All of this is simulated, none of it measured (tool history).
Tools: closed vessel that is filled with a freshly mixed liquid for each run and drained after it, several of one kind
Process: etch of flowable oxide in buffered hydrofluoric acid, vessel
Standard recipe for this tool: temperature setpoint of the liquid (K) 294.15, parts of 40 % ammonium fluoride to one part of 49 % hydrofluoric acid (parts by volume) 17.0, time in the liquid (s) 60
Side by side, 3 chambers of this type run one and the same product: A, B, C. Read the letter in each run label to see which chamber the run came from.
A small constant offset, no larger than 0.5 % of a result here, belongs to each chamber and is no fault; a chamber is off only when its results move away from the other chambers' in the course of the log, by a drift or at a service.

| run | hour | temperature setpoint of the liquid (K) | parts of 40 % ammonium fluoride to one part of 49 % hydrofluoric acid (parts by volume) | time in the liquid (s) | hours since the thermometer was replaced | hours since the hydrofluoric acid flow meter was replaced | read-back film thickness of the flowable oxide reference wafer, read on the same gauge (nm) | thickness taken off the flowable oxide on a monitor wafer (Å) |
|---|---|---|---|---|---|---|---|---|
| 1A | 11.9 | 294.15 | 17.0 | 60 | 1677.5 | 393.2 | 89.981 | 1381.70 |
| 2C | 22.1 | 294.15 | 17.0 | 60 | 1182.1 | 23.1 | 90.028 | 1392.90 |
| 3B | 32.3 | 294.15 | 17.0 | 60 | 1915.7 | 99.7 | 90.008 | 1383.50 |
| 4A | 40.5 | 294.15 | 17.0 | 60 | 1706.1 | 421.8 | 89.993 | 1393.20 |
| 5B | 52.4 | 294.15 | 17.0 | 60 | 1935.8 | 119.8 | 89.977 | 1365.80 |
| 6C | 65.9 | 294.15 | 17.0 | 60 | 1225.9 | 66.9 | 90.044 | 1386.00 |
| 7C | 78.8 | 294.15 | 17.0 | 60 | 1238.8 | 79.8 | 90.011 | 1399.30 |
| 8A | 85.3 | 294.15 | 17.0 | 60 | 1750.9 | 466.6 | 90.067 | 1376.30 |
| 9B | 93.8 | 294.15 | 17.0 | 60 | 1977.2 | 161.2 | 90.020 | 1388.50 |
| 10B | 106.8 | 294.15 | 17.0 | 60 | 1990.2 | 174.2 | 90.021 | 1401.60 |
| 11A | 112.8 | 294.15 | 17.0 | 60 | 1778.4 | 494.1 | 89.995 | 1355.80 |
| 12C | 119.9 | 294.15 | 17.0 | 60 | 1279.9 | 120.9 | 89.999 | 1384.20 |
| 13B | 129.1 | 294.15 | 17.0 | 60 | 2012.5 | 196.5 | 89.982 | 1390.80 |
| 14A | 138.5 | 294.15 | 17.0 | 60 | 1804.1 | 519.8 | 89.965 | 1345.90 |
| 15C | 144.7 | 294.15 | 17.0 | 60 | 1304.7 | 145.7 | 89.996 | 1393.30 |
| 16B | 151.0 | 294.15 | 17.0 | 60 | 2034.4 | 218.4 | 90.043 | 1392.50 |
| 17C | 157.5 | 294.15 | 17.0 | 60 | 1317.5 | 158.5 | 89.984 | 1388.10 |
| 18A | 164.3 | 294.15 | 17.0 | 60 | 1829.9 | 545.6 | 90.009 | 1344.10 |
| 19C | 175.0 | 294.15 | 17.0 | 60 | 1335.0 | 176.0 | 90.066 | 1364.20 |
| 20B | 185.1 | 294.15 | 17.0 | 90 | 2068.5 | 252.5 | 90.030 | 2067.40 |
| 21A | 192.6 | 294.15 | 17.0 | 90 | 1858.2 | 573.9 | 89.976 | 1975.70 |
| 22B | 204.3 | 294.15 | 17.0 | 90 | 2087.7 | 271.7 | 89.992 | 2093.90 |
| 23A | 211.9 | 294.15 | 17.0 | 60 | 1877.5 | 593.2 | 89.984 | 1299.70 |
|  | 212.8 | chamber C: thermometer replaced |
| 24C | 222.6 | 294.15 | 17.0 | 60 | 9.9 | 223.6 | 89.957 | 1388.80 |
| 25C | 233.2 | 294.15 | 17.0 | 60 | 20.5 | 234.2 | 89.984 | 1376.50 |
| 26A | 242.8 | 294.15 | 17.0 | 60 | 1908.4 | 624.1 | 90.027 | 1300.80 |
| 27B | 255.1 | 291.15 | 17.0 | 60 | 2138.5 | 322.5 | 90.040 | 1176.70 |
| 28C | 264.7 | 291.15 | 17.0 | 60 | 52.0 | 265.7 | 90.009 | 1177.30 |
| 29A | 277.0 | 291.15 | 17.0 | 60 | 1942.6 | 658.3 | 90.019 | 1095.40 |
| 30B | 287.3 | 294.15 | 17.0 | 60 | 2170.7 | 354.7 | 90.026 | 1393.90 |
| 31B | 299.4 | 294.15 | 17.0 | 60 | 2182.8 | 366.8 | 90.009 | 1374.40 |
| 32C | 308.5 | 294.15 | 12.5 | 30 | 95.8 | 309.5 | 90.017 | 940.29 |
| 33A | 315.3 | 294.15 | 12.5 | 30 | 1980.9 | 696.6 | 89.986 | 851.16 |
| 34B | 325.7 | 294.15 | 12.5 | 30 | 2209.1 | 393.1 | 89.993 | 933.38 |
| 35C | 333.5 | 294.15 | 17.0 | 60 | 120.8 | 334.5 | 90.012 | 1387.20 |
| 36A | 343.6 | 294.15 | 17.0 | 60 | 2009.2 | 724.9 | 89.982 | 1244.90 |
| 37B | 350.9 | 298.15 | 17.0 | 60 | 2234.3 | 418.3 | 90.004 | 1736.50 |
| 38C | 357.7 | 298.15 | 17.0 | 60 | 145.0 | 358.7 | 89.961 | 1738.90 |
| 39A | 365.6 | 298.15 | 17.0 | 60 | 2031.2 | 746.9 | 90.024 | 1523.90 |

Next, all 3 chambers run the settings below, one line each with question marks for the results. What does each chamber give?
| 40A | 375.5 | 294.15 | 17.0 | 50 |  |  |  | ? |
| 40B | 375.5 | 294.15 | 17.0 | 50 |  |  |  | ? |
| 40C | 375.5 | 294.15 | 17.0 | 50 |  |  |  | ? |

| run | thickness taken off the flowable oxide on a monitor wafer (Å) |
|---|---|
| 40A | 1022.20 |
| 40B | 1145.60 |
| 40C | 1144.30 |

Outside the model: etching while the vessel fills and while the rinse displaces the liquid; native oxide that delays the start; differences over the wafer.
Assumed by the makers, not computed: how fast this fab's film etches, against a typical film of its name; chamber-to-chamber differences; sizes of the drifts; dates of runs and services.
